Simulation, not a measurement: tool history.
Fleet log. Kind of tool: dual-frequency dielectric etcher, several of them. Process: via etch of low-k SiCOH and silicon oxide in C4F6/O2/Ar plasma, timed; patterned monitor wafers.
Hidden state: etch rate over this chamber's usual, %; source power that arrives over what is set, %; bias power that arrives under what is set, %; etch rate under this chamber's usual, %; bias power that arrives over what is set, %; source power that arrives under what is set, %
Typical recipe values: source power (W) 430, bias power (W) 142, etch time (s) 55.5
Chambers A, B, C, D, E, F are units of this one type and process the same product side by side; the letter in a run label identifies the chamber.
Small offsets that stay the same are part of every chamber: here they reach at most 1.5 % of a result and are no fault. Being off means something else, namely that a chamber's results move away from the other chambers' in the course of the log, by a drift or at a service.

run	hour	source power (W)	bias power (W)	etch time (s)	hours since the last wet clean	hours since the last source power generator calibration	hours since the last bias power generator calibration	read-back reference wafer on the same gauge, depth_nm	mean etch depth across the wafer (Å)
1F	13.5	430	142	55.5	193.9	2201.9	1006.3	154.99	1496.3
2E	25.5	430	142	55.5	545.3	4119.7	1110.2	155.01	1487.1
3C	40.7	430	142	55.5	43.2	640.6	2856	154.99	1480
# hour 48.5: chamber F: source power generator calibrated
# hour 48.8: chamber E: wet clean of the chamber
4B	51.1	430	142	55.5	523.6	1136.3	1261.9	154.95	1487
5A	65.6	430	142	55.5	177.6	926.4	1878.1	155.03	1501.9
6D	78.5	430	142	55.5	139.3	326.7	2116.9	154.98	1468.9
7F	86.9	430	142	55.5	267.3	38.4	1079.7	155.07	1499.8
8E	95.3	430	164	55.5	46.6	4189.5	1180	154.98	1555.6
9C	107.3	430	164	55.5	109.8	707.2	2922.6	155	1548.8
10D	120.2	430	164	55.5	181	368.4	2158.6	154.97	1537.1
11A	132.3	430	164	55.5	244.3	993.1	1944.8	155.02	1563.6
12B	143.3	430	164	55.5	615.8	1228.5	1354.1	155.08	1556.7
# hour 153.4: chamber E: source power generator calibrated
13C	156.6	430	164	55.5	159.1	756.5	2971.9	154.89	1546.8
# hour 165.3: chamber B: wet clean of the chamber
14E	170.2	430	142	55.5	121.5	16.9	1254.9	155.09	1487.7
15A	185.1	530	159	55.5	297.1	1045.9	1997.6	154.94	1675.8
16B	191.8	530	159	55.5	26.5	1277	1402.6	155.03	1613.9
# hour 195: chamber F: wet clean of the chamber
17D	200.8	530	159	55.5	261.6	449	2239.2	154.99	1652.2
18F	215.7	530	159	55.5	20.8	167.2	1208.5	155.06	1681.5
19B	226.3	530	159	55.5	61	1311.5	1437.1	154.94	1624.5
20C	236.7	530	159	55.5	239.2	836.6	3052	154.98	1664.9
21F	251.5	430	142	55.5	56.6	203	1244.3	154.96	1493.4
22A	265.6	430	142	55.5	377.6	1126.4	2078.1	155.06	1502.7
23E	276.8	430	142	55.5	228.1	123.5	1361.5	154.98	1491
24D	290	430	142	55.5	350.8	538.2	2328.4	154.96	1463
25E	302	430	142	55.5	253.3	148.7	1386.7	155.07	1481.5
# hour 306.8: chamber A: wet clean of the chamber
26D	309.4	430	142	55.5	370.2	557.6	2347.8	154.97	1483.2
27A	321.3	430	142	55.5	14.5	1182.1	2133.8	154.94	1495.4
28C	332.6	330	142	55.5	335.1	932.5	3147.9	154.89	1337.1
29F	342	330	142	55.5	147.1	293.5	1334.8	155.03	1347.8
30B	357.2	330	142	55.5	191.9	1442.4	1568	154.87	1295.1
31C	367.8	330	142	55.5	370.3	967.7	3183.1	154.9	1333.8
32E	376.6	330	142	55.5	327.9	223.3	1461.3	154.92	1331
33D	386.5	330	142	55.5	447.3	634.7	2424.9	155.01	1333.5
34F	394.3	430	142	55.5	199.4	345.8	1387.1	155.02	1491.8
35A	401.3	430	142	55.5	94.5	1262.1	2213.8	154.98	1493.7
36B	411.2	430	142	55.5	245.9	1496.4	1622	154.91	1444.4
37B	424.4	430	142	55.5	259.1	1509.6	1635.2	154.95	1440.8
38A	438.6	430	142	55.5	131.8	1299.4	2251.1	154.98	1496.8
# hour 438.7: chamber E: bias power generator calibrated
39E	445.3	430	142	55.5	396.6	292	6.6	155.13	1489.8
40F	455.1	430	142	55.5	260.2	406.6	1447.9	154.97	1496.9

Predict what each chamber gives when all 6 of them run the settings below next.
41A	466.1	430	142	55.5					?
41B	466.1	430	142	55.5					?
41C	466.1	430	142	55.5					?
41D	466.1	430	142	55.5					?
41E	466.1	430	142	55.5					?
41F	466.1	430	142	55.5					?

run	mean etch depth across the wafer (Å)
41A	1498.4
41B	1444.1
41C	1480.6
41D	1474.2
41E	1484.5
41F	1501.6
